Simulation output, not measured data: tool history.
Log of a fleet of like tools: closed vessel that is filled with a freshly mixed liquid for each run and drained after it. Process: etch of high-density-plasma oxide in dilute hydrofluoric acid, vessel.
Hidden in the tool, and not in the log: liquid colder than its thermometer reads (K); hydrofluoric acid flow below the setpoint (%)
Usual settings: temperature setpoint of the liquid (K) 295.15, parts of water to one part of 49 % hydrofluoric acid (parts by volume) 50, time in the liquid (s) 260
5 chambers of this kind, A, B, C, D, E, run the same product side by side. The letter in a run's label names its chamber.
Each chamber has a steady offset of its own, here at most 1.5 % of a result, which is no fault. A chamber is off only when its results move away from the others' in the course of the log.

run	day	temperature setpoint of the liquid (K)	parts of water to one part of 49 % hydrofluoric acid (parts by volume)	time in the liquid (s)	hours since the thermometer was replaced	hours since the hydrofluoric acid flow meter was replaced	read-back film thickness of the high-density-plasma oxide reference wafer, read on the same gauge (nm)	thickness taken off the high-density-plasma oxide on a monitor wafer (nm)
1A	0.288	295.15	50	260	2203.3	895.2	80.004	56.95
2D	0.525	295.15	50	260	1308.7	1377.2	79.969	58.267
3C	0.683	295.15	50	260	948.8	898.4	80.001	56.724
4B	0.971	295.15	50	260	525.4	1142.8	80.017	57.088
5E	1.162	295.15	50	260	393.8	1612.6	80.015	56.602
6A	1.417	295.15	35	355	2230.4	922.3	80.003	111.71
7C	1.579	295.15	35	355	970.3	919.9	79.951	111.31
8B	1.804	295.15	35	355	545.4	1162.8	80.009	115.13
# day 1.942: chamber B: thermometer replaced
9E	2.067	295.15	35	355	415.5	1634.3	79.979	114.73
10D	2.321	295.15	35	355	1351.8	1420.3	80.006	116.4
11D	2.467	295.15	50	260	1355.3	1423.8	79.998	56.913
# day 2.612: chamber A: thermometer replaced
12B	2.708	295.15	50	260	18.4	1184.5	79.938	56.924
13C	2.925	295.15	50	260	1002.6	952.2	79.984	56.889
14A	3.129	295.15	50	260	12.5	963.4	80.008	56.614
15E	3.279	295.15	50	260	444.6	1663.4	79.985	56.137
16B	3.45	295.15	50	260	36.2	1202.3	79.991	57.891
17A	3.646	295.15	50	260	24.9	975.8	80.029	56.538
18E	3.925	295.15	25	260	460.1	1678.9	79.974	112.91
19D	4.112	295.15	25	260	1394.8	1463.3	79.978	120.05
20C	4.3	295.15	25	260	1035.6	985.2	79.994	116.4
21B	4.496	295.15	25	260	61.3	1227.4	79.971	118.92
22A	4.692	295.15	25	260	50	1000.9	79.973	115.9
23E	4.908	295.15	50	260	483.7	1702.5	79.961	54.691
24D	5.158	295.15	50	260	1419.9	1488.4	80	57.355
25C	5.308	295.15	50	260	1059.8	1009.4	80.018	57.352
26D	5.462	295.15	50	260	1427.2	1495.7	80	58.064
27B	5.754	295.15	50	260	91.5	1257.6	80.011	57.323
28E	5.962	295.15	50	260	509	1727.8	80.021	54.343
29C	6.25	295.15	25	135	1082.4	1032	80.018	60.419
30A	6.392	295.15	25	135	90.8	1041.7	80.027	59.68
31D	6.6	295.15	25	135	1454.5	1523	80.017	61.578
32E	6.875	295.15	25	135	530.9	1749.7	79.983	56.984
33A	7.1	295.15	25	135	107.8	1058.7	79.978	60.664
34C	7.404	295.15	50	260	1110.1	1059.7	79.989	56.439
35B	7.588	295.15	50	260	135.5	1301.6	80.006	57.579

All 5 chambers run these settings next. Forecast each chamber's results:
36A	7.808	298.65	50	260				?
36B	7.808	298.65	50	260				?
36C	7.808	298.65	50	260				?
36D	7.808	298.65	50	260				?
36E	7.808	298.65	50	260				?

run	thickness taken off the high-density-plasma oxide on a monitor wafer (nm)
36A	65.124
36B	66.094
36C	64.896
36D	65.839
36E	60.885
